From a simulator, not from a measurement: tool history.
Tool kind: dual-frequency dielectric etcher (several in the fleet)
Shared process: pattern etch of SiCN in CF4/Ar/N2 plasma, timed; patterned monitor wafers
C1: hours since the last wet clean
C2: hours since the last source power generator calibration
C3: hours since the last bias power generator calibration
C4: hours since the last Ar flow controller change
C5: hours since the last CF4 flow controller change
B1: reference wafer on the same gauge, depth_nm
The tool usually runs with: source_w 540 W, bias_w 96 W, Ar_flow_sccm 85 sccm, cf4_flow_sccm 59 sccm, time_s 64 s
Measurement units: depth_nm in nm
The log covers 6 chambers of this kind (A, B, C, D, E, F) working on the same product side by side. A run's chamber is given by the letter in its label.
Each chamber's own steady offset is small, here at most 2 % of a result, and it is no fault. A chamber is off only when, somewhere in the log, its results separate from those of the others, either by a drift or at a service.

run 1A hour=10.2 | source_w=540 bias_w=96 Ar_flow_sccm=85 cf4_flow_sccm=59 time_s=64 | C1=299.1 C2=3242.4 C3=1062.8 C4=1426.5 C5=1917.5 | B1=75.609 | depth_nm=70.864
run 2C hour=16.9 | source_w=540 bias_w=96 Ar_flow_sccm=85 cf4_flow_sccm=59 time_s=64 | C1=390 C2=1151.5 C3=3166.2 C4=1143.5 C5=2483.6 | B1=75.605 | depth_nm=72.037
run 3D hour=26 | source_w=540 bias_w=96 Ar_flow_sccm=85 cf4_flow_sccm=59 time_s=64 | C1=514.4 C2=1341.9 C3=1787.5 C4=845.9 C5=2011.9 | B1=75.629 | depth_nm=71.181
run 4E hour=33.6 | source_w=540 bias_w=96 Ar_flow_sccm=85 cf4_flow_sccm=59 time_s=64 | C1=238.1 C2=1545 C3=3526.2 C4=699.2 C5=3988.4 | B1=75.677 | depth_nm=73.269
-- hour=38.1 chamber C: CF4 flow controller replaced
run 5F hour=42.1 | source_w=540 bias_w=96 Ar_flow_sccm=85 cf4_flow_sccm=59 time_s=64 | C1=345.8 C2=77 C3=1053.4 C4=201.8 C5=1780.7 | B1=75.624 | depth_nm=70.521
run 6B hour=46.8 | source_w=540 bias_w=96 Ar_flow_sccm=85 cf4_flow_sccm=59 time_s=64 | C1=420.3 C2=1418.2 C3=605.2 C4=718.5 C5=1897 | B1=75.564 | depth_nm=71.511
run 7C hour=55.5 | source_w=540 bias_w=96 Ar_flow_sccm=85 cf4_flow_sccm=59 time_s=64 | C1=428.6 C2=1190.1 C3=3204.8 C4=1182.1 C5=17.4 | B1=75.655 | depth_nm=71.505
run 8E hour=61.5 | source_w=540 bias_w=96 Ar_flow_sccm=85 cf4_flow_sccm=59 time_s=64 | C1=266 C2=1572.9 C3=3554.1 C4=727.1 C5=4016.3 | B1=75.614 | depth_nm=73.736
run 9A hour=66.4 | source_w=540 bias_w=96 Ar_flow_sccm=85 cf4_flow_sccm=59 time_s=64 | C1=355.3 C2=3298.6 C3=1119 C4=1482.7 C5=1973.7 | B1=75.523 | depth_nm=70.423
-- hour=69.2 chamber C: wet clean of the chamber
run 10D hour=74.4 | source_w=540 bias_w=96 Ar_flow_sccm=85 cf4_flow_sccm=59 time_s=64 | C1=562.8 C2=1390.3 C3=1835.9 C4=894.3 C5=2060.3 | B1=75.517 | depth_nm=71.684
-- hour=75.3 chamber D: wet clean of the chamber
run 11F hour=79.3 | source_w=540 bias_w=96 Ar_flow_sccm=85 cf4_flow_sccm=59 time_s=64 | C1=383 C2=114.2 C3=1090.6 C4=239 C5=1817.9 | B1=75.571 | depth_nm=71.319
run 12B hour=87.4 | source_w=540 bias_w=96 Ar_flow_sccm=85 cf4_flow_sccm=59 time_s=64 | C1=460.9 C2=1458.8 C3=645.8 C4=759.1 C5=1937.6 | B1=75.692 | depth_nm=71.467
run 13C hour=95.4 | source_w=540 bias_w=96 Ar_flow_sccm=85 cf4_flow_sccm=59 time_s=64 | C1=26.3 C2=1230 C3=3244.7 C4=1222 C5=57.3 | B1=75.548 | depth_nm=72.491
run 14D hour=101.9 | source_w=540 bias_w=96 Ar_flow_sccm=85 cf4_flow_sccm=59 time_s=64 | C1=26.7 C2=1417.8 C3=1863.4 C4=921.8 C5=2087.8 | B1=75.533 | depth_nm=70.729
run 15B hour=108.8 | source_w=540 bias_w=96 Ar_flow_sccm=85 cf4_flow_sccm=59 time_s=64 | C1=482.3 C2=1480.2 C3=667.2 C4=780.5 C5=1959 | B1=75.649 | depth_nm=71.622
run 16A hour=115.3 | source_w=540 bias_w=96 Ar_flow_sccm=85 cf4_flow_sccm=59 time_s=64 | C1=404.2 C2=3347.5 C3=1167.9 C4=1531.6 C5=2022.6 | B1=75.668 | depth_nm=70.945
run 17F hour=120.5 | source_w=470 bias_w=96 Ar_flow_sccm=92 cf4_flow_sccm=59 time_s=64 | C1=424.2 C2=155.4 C3=1131.8 C4=280.2 C5=1859.1 | B1=75.558 | depth_nm=62.156
run 18E hour=130.1 | source_w=470 bias_w=96 Ar_flow_sccm=92 cf4_flow_sccm=59 time_s=64 | C1=334.6 C2=1641.5 C3=3622.7 C4=795.7 C5=4084.9 | B1=75.601 | depth_nm=64.954
run 19C hour=140.3 | source_w=470 bias_w=96 Ar_flow_sccm=92 cf4_flow_sccm=59 time_s=64 | C1=71.2 C2=1274.9 C3=3289.6 C4=1266.9 C5=102.2 | B1=75.643 | depth_nm=62.659
-- hour=144.1 chamber A: wet clean of the chamber
run 20D hour=146.1 | source_w=470 bias_w=96 Ar_flow_sccm=92 cf4_flow_sccm=59 time_s=64 | C1=70.9 C2=1462 C3=1907.6 C4=966 C5=2132 | B1=75.654 | depth_nm=62.461
-- hour=146.8 chamber F: wet clean of the chamber
run 21A hour=155.9 | source_w=470 bias_w=96 Ar_flow_sccm=92 cf4_flow_sccm=59 time_s=64 | C1=11.8 C2=3388.1 C3=1208.5 C4=1572.2 C5=2063.2 | B1=75.667 | depth_nm=62.057
run 22F hour=162.5 | source_w=470 bias_w=96 Ar_flow_sccm=92 cf4_flow_sccm=59 time_s=64 | C1=15.8 C2=197.4 C3=1173.8 C4=322.2 C5=1901.1 | B1=75.517 | depth_nm=61.847
run 23E hour=170.4 | source_w=440 bias_w=96 Ar_flow_sccm=85 cf4_flow_sccm=59 time_s=58 | C1=374.9 C2=1681.8 C3=3663 C4=836 C5=4125.2 | B1=75.642 | depth_nm=56.748
run 24B hour=175.8 | source_w=440 bias_w=96 Ar_flow_sccm=85 cf4_flow_sccm=59 time_s=58 | C1=549.3 C2=1547.2 C3=734.2 C4=847.5 C5=2026 | B1=75.533 | depth_nm=54.043
run 25C hour=181.2 | source_w=440 bias_w=96 Ar_flow_sccm=85 cf4_flow_sccm=59 time_s=58 | C1=112.1 C2=1315.8 C3=3330.5 C4=1307.8 C5=143.1 | B1=75.659 | depth_nm=54.522
run 26E hour=189.6 | source_w=440 bias_w=96 Ar_flow_sccm=85 cf4_flow_sccm=59 time_s=58 | C1=394.1 C2=1701 C3=3682.2 C4=855.2 C5=4144.4 | B1=75.724 | depth_nm=56.39
-- hour=195 chamber B: wet clean of the chamber
run 27F hour=195.8 | source_w=440 bias_w=96 Ar_flow_sccm=85 cf4_flow_sccm=59 time_s=58 | C1=49.1 C2=230.7 C3=1207.1 C4=355.5 C5=1934.4 | B1=75.565 | depth_nm=53.915
run 28D hour=202.8 | source_w=440 bias_w=96 Ar_flow_sccm=85 cf4_flow_sccm=59 time_s=58 | C1=127.6 C2=1518.7 C3=1964.3 C4=1022.7 C5=2188.7 | B1=75.596 | depth_nm=54.177
run 29B hour=209.6 | source_w=540 bias_w=96 Ar_flow_sccm=85 cf4_flow_sccm=59 time_s=64 | C1=14.6 C2=1581 C3=768 C4=881.3 C5=2059.8 | B1=75.642 | depth_nm=71.684
run 30A hour=219.3 | source_w=540 bias_w=96 Ar_flow_sccm=85 cf4_flow_sccm=59 time_s=64 | C1=75.2 C2=3451.5 C3=1271.9 C4=1635.6 C5=2126.6 | B1=75.661 | depth_nm=70.905
run 31B hour=224.8 | source_w=540 bias_w=96 Ar_flow_sccm=85 cf4_flow_sccm=59 time_s=64 | C1=29.8 C2=1596.2 C3=783.2 C4=896.5 C5=2075 | B1=75.603 | depth_nm=71.527
run 32C hour=231.5 | source_w=540 bias_w=96 Ar_flow_sccm=85 cf4_flow_sccm=59 time_s=64 | C1=162.4 C2=1366.1 C3=3380.8 C4=1358.1 C5=193.4 | B1=75.494 | depth_nm=71.541
run 33A hour=236.9 | source_w=540 bias_w=96 Ar_flow_sccm=85 cf4_flow_sccm=59 time_s=64 | C1=92.8 C2=3469.1 C3=1289.5 C4=1653.2 C5=2144.2 | B1=75.761 | depth_nm=70.942
run 34F hour=245.9 | source_w=540 bias_w=96 Ar_flow_sccm=85 cf4_flow_sccm=59 time_s=64 | C1=99.2 C2=280.8 C3=1257.2 C4=405.6 C5=1984.5 | B1=75.641 | depth_nm=70.862
run 35D hour=250.4 | source_w=540 bias_w=96 Ar_flow_sccm=85 cf4_flow_sccm=59 time_s=64 | C1=175.2 C2=1566.3 C3=2011.9 C4=1070.3 C5=2236.3 | B1=75.51 | depth_nm=71.324
run 36E hour=255.4 | source_w=540 bias_w=96 Ar_flow_sccm=85 cf4_flow_sccm=50 time_s=51.5 | C1=459.9 C2=1766.8 C3=3748 C4=921 C5=4210.2 | B1=75.665 | depth_nm=59.402
run 37F hour=262.8 | source_w=540 bias_w=96 Ar_flow_sccm=85 cf4_flow_sccm=50 time_s=51.5 | C1=116.1 C2=297.7 C3=1274.1 C4=422.5 C5=2001.4 | B1=75.649 | depth_nm=55.241
run 38E hour=271.4 | source_w=540 bias_w=96 Ar_flow_sccm=85 cf4_flow_sccm=50 time_s=51.5 | C1=475.9 C2=1782.8 C3=3764 C4=937 C5=4226.2 | B1=75.478 | depth_nm=59.938
run 39C hour=281.4 | source_w=540 bias_w=96 Ar_flow_sccm=85 cf4_flow_sccm=50 time_s=51.5 | C1=212.3 C2=1416 C3=3430.7 C4=1408 C5=243.3 | B1=75.582 | depth_nm=56.507
run 40D hour=290.7 | source_w=540 bias_w=96 Ar_flow_sccm=85 cf4_flow_sccm=50 time_s=51.5 | C1=215.5 C2=1606.6 C3=2052.2 C4=1110.6 C5=2276.6 | B1=75.583 | depth_nm=56.166
run 41B hour=295.7 | source_w=540 bias_w=96 Ar_flow_sccm=85 cf4_flow_sccm=50 time_s=51.5 | C1=100.7 C2=1667.1 C3=854.1 C4=967.4 C5=2145.9 | B1=75.519 | depth_nm=55.868

Decide between three cases: one chamber stands off from its peers, the gauge reading all wafers drifts, or nothing is wrong past each chamber's small offset. Where a chamber is off, say which and what most likely put it there.

Little by little, chamber E moves away from the other chambers.
Likeliest cause: etch rate over this chamber's usual, % = 4.64.
Not necessarily distinguishable in this log from: source power that arrives over what is set, %.

Below are 4 candidate recipes for chamber E's next run, each the usual settings with a change, their results shown as question marks. Which of them brings E's results back in line with what the other chambers give on the usual settings?
In-line tolerance around the mean of the other chambers on the usual settings: depth_nm 1.2 nm
run 42E-1 hour=303.1 | source_w=540 bias_w=96 Ar_flow_sccm=85 cf4_flow_sccm=59 time_s=59.5 | depth_nm=?
run 42E-2 hour=303.1 | source_w=540 bias_w=96 Ar_flow_sccm=85 cf4_flow_sccm=59 time_s=68.5 | depth_nm=?
run 42E-3 hour=303.1 | source_w=570 bias_w=96 Ar_flow_sccm=85 cf4_flow_sccm=59 time_s=68.5 | depth_nm=?
run 42E-4 hour=303.1 | source_w=520 bias_w=94 Ar_flow_sccm=86 cf4_flow_sccm=59 time_s=60 | depth_nm=?

Average result of the remaining chambers running the usual settings: depth_nm 71.266 nm
run=42E-1 depth_nm=70.701
run=42E-2 depth_nm=81.395
run=42E-3 depth_nm=85.382
run=42E-4 depth_nm=68.324
42E-1 brings the chamber back in line.
